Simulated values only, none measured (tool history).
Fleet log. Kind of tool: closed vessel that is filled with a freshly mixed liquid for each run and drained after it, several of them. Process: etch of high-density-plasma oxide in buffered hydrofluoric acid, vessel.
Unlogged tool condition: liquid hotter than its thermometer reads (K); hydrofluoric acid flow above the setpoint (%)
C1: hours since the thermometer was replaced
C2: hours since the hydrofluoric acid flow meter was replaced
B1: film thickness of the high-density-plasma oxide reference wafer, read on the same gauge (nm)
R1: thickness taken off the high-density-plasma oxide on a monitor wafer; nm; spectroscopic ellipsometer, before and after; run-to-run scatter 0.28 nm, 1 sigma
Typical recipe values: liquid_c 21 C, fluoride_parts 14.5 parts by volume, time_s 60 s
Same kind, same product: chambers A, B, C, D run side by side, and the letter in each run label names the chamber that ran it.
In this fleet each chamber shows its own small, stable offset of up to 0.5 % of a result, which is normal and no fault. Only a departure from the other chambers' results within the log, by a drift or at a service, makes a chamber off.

{"run": "1A", "day": 0.442, "liquid_c": 21, "fluoride_parts": 14.5, "time_s": 60, "C1": 2326.6, "C2": 361.3, "B1": 140, "R1": 58.912}
{"run": "2C", "day": 0.867, "liquid_c": 21, "fluoride_parts": 14.5, "time_s": 60, "C1": 498.9, "C2": 292.9, "B1": 139.99, "R1": 58.793}
{"run": "3B", "day": 1.167, "liquid_c": 21, "fluoride_parts": 14.5, "time_s": 60, "C1": 372.7, "C2": 976.8, "B1": 140, "R1": 58.621}
{"run": "4D", "day": 1.625, "liquid_c": 21, "fluoride_parts": 14.5, "time_s": 60, "C1": 1044.8, "C2": 133.6, "B1": 140.02, "R1": 58.611}
{"run": "5C", "day": 2.004, "liquid_c": 21, "fluoride_parts": 14.5, "time_s": 60, "C1": 526.2, "C2": 320.2, "B1": 139.99, "R1": 59.065}
{"run": "6D", "day": 2.404, "liquid_c": 21, "fluoride_parts": 14.5, "time_s": 90, "C1": 1063.5, "C2": 152.3, "B1": 140, "R1": 88.488}
{"run": "7A", "day": 2.871, "liquid_c": 21, "fluoride_parts": 14.5, "time_s": 90, "C1": 2384.9, "C2": 419.6, "B1": 139.99, "R1": 87.945}
{"run": "8B", "day": 3.108, "liquid_c": 21, "fluoride_parts": 14.5, "time_s": 90, "C1": 419.3, "C2": 1023.4, "B1": 139.99, "R1": 87.977}
{"run": "9A", "day": 3.367, "liquid_c": 21, "fluoride_parts": 14.5, "time_s": 90, "C1": 2396.8, "C2": 431.5, "B1": 140.01, "R1": 88.358}
{"run": "10B", "day": 3.754, "liquid_c": 21, "fluoride_parts": 14.5, "time_s": 60, "C1": 434.8, "C2": 1038.9, "B1": 139.98, "R1": 58.701}
{"run": "11D", "day": 3.988, "liquid_c": 21, "fluoride_parts": 14.5, "time_s": 60, "C1": 1101.5, "C2": 190.3, "B1": 140, "R1": 59.465}
{"run": "12C", "day": 4.342, "liquid_c": 21, "fluoride_parts": 14.5, "time_s": 60, "C1": 582.3, "C2": 376.3, "B1": 140, "R1": 59.293}
{"run": "13D", "day": 4.642, "liquid_c": 21, "fluoride_parts": 14.5, "time_s": 60, "C1": 1117.2, "C2": 206, "B1": 140.01, "R1": 58.909}
{"day": 4.996, "done": "chamber A: hydrofluoric acid flow meter replaced"}
{"run": "14A", "day": 5.021, "liquid_c": 21, "fluoride_parts": 14.5, "time_s": 60, "C1": 2436.5, "C2": 0.6, "B1": 140.01, "R1": 58.59}
{"run": "15B", "day": 5.292, "liquid_c": 19.5, "fluoride_parts": 14.5, "time_s": 60, "C1": 471.7, "C2": 1075.8, "B1": 139.98, "R1": 54.121}
{"run": "16C", "day": 5.779, "liquid_c": 19.5, "fluoride_parts": 14.5, "time_s": 60, "C1": 616.8, "C2": 410.8, "B1": 140.01, "R1": 53.955}
{"run": "17C", "day": 6.154, "liquid_c": 19.5, "fluoride_parts": 14.5, "time_s": 60, "C1": 625.8, "C2": 419.8, "B1": 140, "R1": 53.939}
{"run": "18D", "day": 6.404, "liquid_c": 19.5, "fluoride_parts": 14.5, "time_s": 60, "C1": 1159.5, "C2": 248.3, "B1": 139.99, "R1": 54.749}
{"run": "19B", "day": 6.654, "liquid_c": 21, "fluoride_parts": 14.5, "time_s": 60, "C1": 504.4, "C2": 1108.5, "B1": 140.03, "R1": 59.044}
{"run": "20A", "day": 6.921, "liquid_c": 21, "fluoride_parts": 14.5, "time_s": 60, "C1": 2482.1, "C2": 46.2, "B1": 139.99, "R1": 58.379}
{"run": "21C", "day": 7.408, "liquid_c": 21, "fluoride_parts": 14.5, "time_s": 60, "C1": 655.9, "C2": 449.9, "B1": 139.99, "R1": 58.667}
{"run": "22A", "day": 7.762, "liquid_c": 21, "fluoride_parts": 14.5, "time_s": 60, "C1": 2502.3, "C2": 66.4, "B1": 140.03, "R1": 58.809}
{"run": "23B", "day": 8.275, "liquid_c": 21, "fluoride_parts": 14.5, "time_s": 60, "C1": 543.3, "C2": 1147.4, "B1": 140, "R1": 58.488}
{"day": 8.488, "done": "chamber B: thermometer replaced"}
{"run": "24D", "day": 8.617, "liquid_c": 21, "fluoride_parts": 14.5, "time_s": 60, "C1": 1212.6, "C2": 301.4, "B1": 140, "R1": 59.793}
{"run": "25C", "day": 8.883, "liquid_c": 21, "fluoride_parts": 14.5, "time_s": 60, "C1": 691.3, "C2": 485.3, "B1": 140.03, "R1": 58.891}
{"run": "26D", "day": 9.271, "liquid_c": 21, "fluoride_parts": 14.5, "time_s": 60, "C1": 1228.3, "C2": 317.1, "B1": 139.99, "R1": 60.198}
{"run": "27B", "day": 9.512, "liquid_c": 21, "fluoride_parts": 14.5, "time_s": 60, "C1": 24.6, "C2": 1177.1, "B1": 140.01, "R1": 58.546}
{"run": "28A", "day": 9.95, "liquid_c": 21, "fluoride_parts": 14.5, "time_s": 60, "C1": 2554.8, "C2": 118.9, "B1": 140.01, "R1": 59.084}
{"run": "29C", "day": 10.362, "liquid_c": 19, "fluoride_parts": 14.5, "time_s": 35, "C1": 726.8, "C2": 520.8, "B1": 139.98, "R1": 30.806}
{"run": "30A", "day": 10.692, "liquid_c": 19, "fluoride_parts": 14.5, "time_s": 35, "C1": 2572.6, "C2": 136.7, "B1": 140.04, "R1": 30.545}
{"run": "31B", "day": 10.912, "liquid_c": 19, "fluoride_parts": 14.5, "time_s": 35, "C1": 58.2, "C2": 1210.7, "B1": 139.98, "R1": 30.463}
{"run": "32D", "day": 11.429, "liquid_c": 19, "fluoride_parts": 14.5, "time_s": 35, "C1": 1280.1, "C2": 368.9, "B1": 140.02, "R1": 31.503}
{"run": "33C", "day": 11.854, "liquid_c": 21, "fluoride_parts": 14.5, "time_s": 60, "C1": 762.6, "C2": 556.6, "B1": 139.97, "R1": 59.059}
{"run": "34B", "day": 12.354, "liquid_c": 21, "fluoride_parts": 14.5, "time_s": 60, "C1": 92.8, "C2": 1245.3, "B1": 139.96, "R1": 58.314}
{"day": 12.625, "done": "chamber A: thermometer replaced"}
{"run": "35D", "day": 12.783, "liquid_c": 21, "fluoride_parts": 14.5, "time_s": 60, "C1": 1312.6, "C2": 401.4, "B1": 140.03, "R1": 61.095}
{"run": "36A", "day": 13.067, "liquid_c": 21, "fluoride_parts": 14.5, "time_s": 60, "C1": 10.7, "C2": 193.7, "B1": 140.02, "R1": 58.746}
{"run": "37A", "day": 13.346, "liquid_c": 21, "fluoride_parts": 14.5, "time_s": 40, "C1": 17.4, "C2": 200.4, "B1": 140.03, "R1": 39.115}
{"run": "38D", "day": 13.762, "liquid_c": 21, "fluoride_parts": 14.5, "time_s": 40, "C1": 1336.1, "C2": 424.9, "B1": 139.96, "R1": 41.04}
{"run": "39B", "day": 14.229, "liquid_c": 21, "fluoride_parts": 14.5, "time_s": 40, "C1": 137.8, "C2": 1290.3, "B1": 139.99, "R1": 39.018}

Each of the 4 chambers runs these same settings next. Fill in every chamber's results:
{"run": "40A", "day": 14.6, "liquid_c": 21, "fluoride_parts": 18, "time_s": 60, "R1": "?"}
{"run": "40B", "day": 14.6, "liquid_c": 21, "fluoride_parts": 18, "time_s": 60, "R1": "?"}
{"run": "40C", "day": 14.6, "liquid_c": 21, "fluoride_parts": 18, "time_s": 60, "R1": "?"}
{"run": "40D", "day": 14.6, "liquid_c": 21, "fluoride_parts": 18, "time_s": 60, "R1": "?"}

run=40A R1=48.088
run=40B R1=47.272
run=40C R1=47.869
run=40D R1=49.696

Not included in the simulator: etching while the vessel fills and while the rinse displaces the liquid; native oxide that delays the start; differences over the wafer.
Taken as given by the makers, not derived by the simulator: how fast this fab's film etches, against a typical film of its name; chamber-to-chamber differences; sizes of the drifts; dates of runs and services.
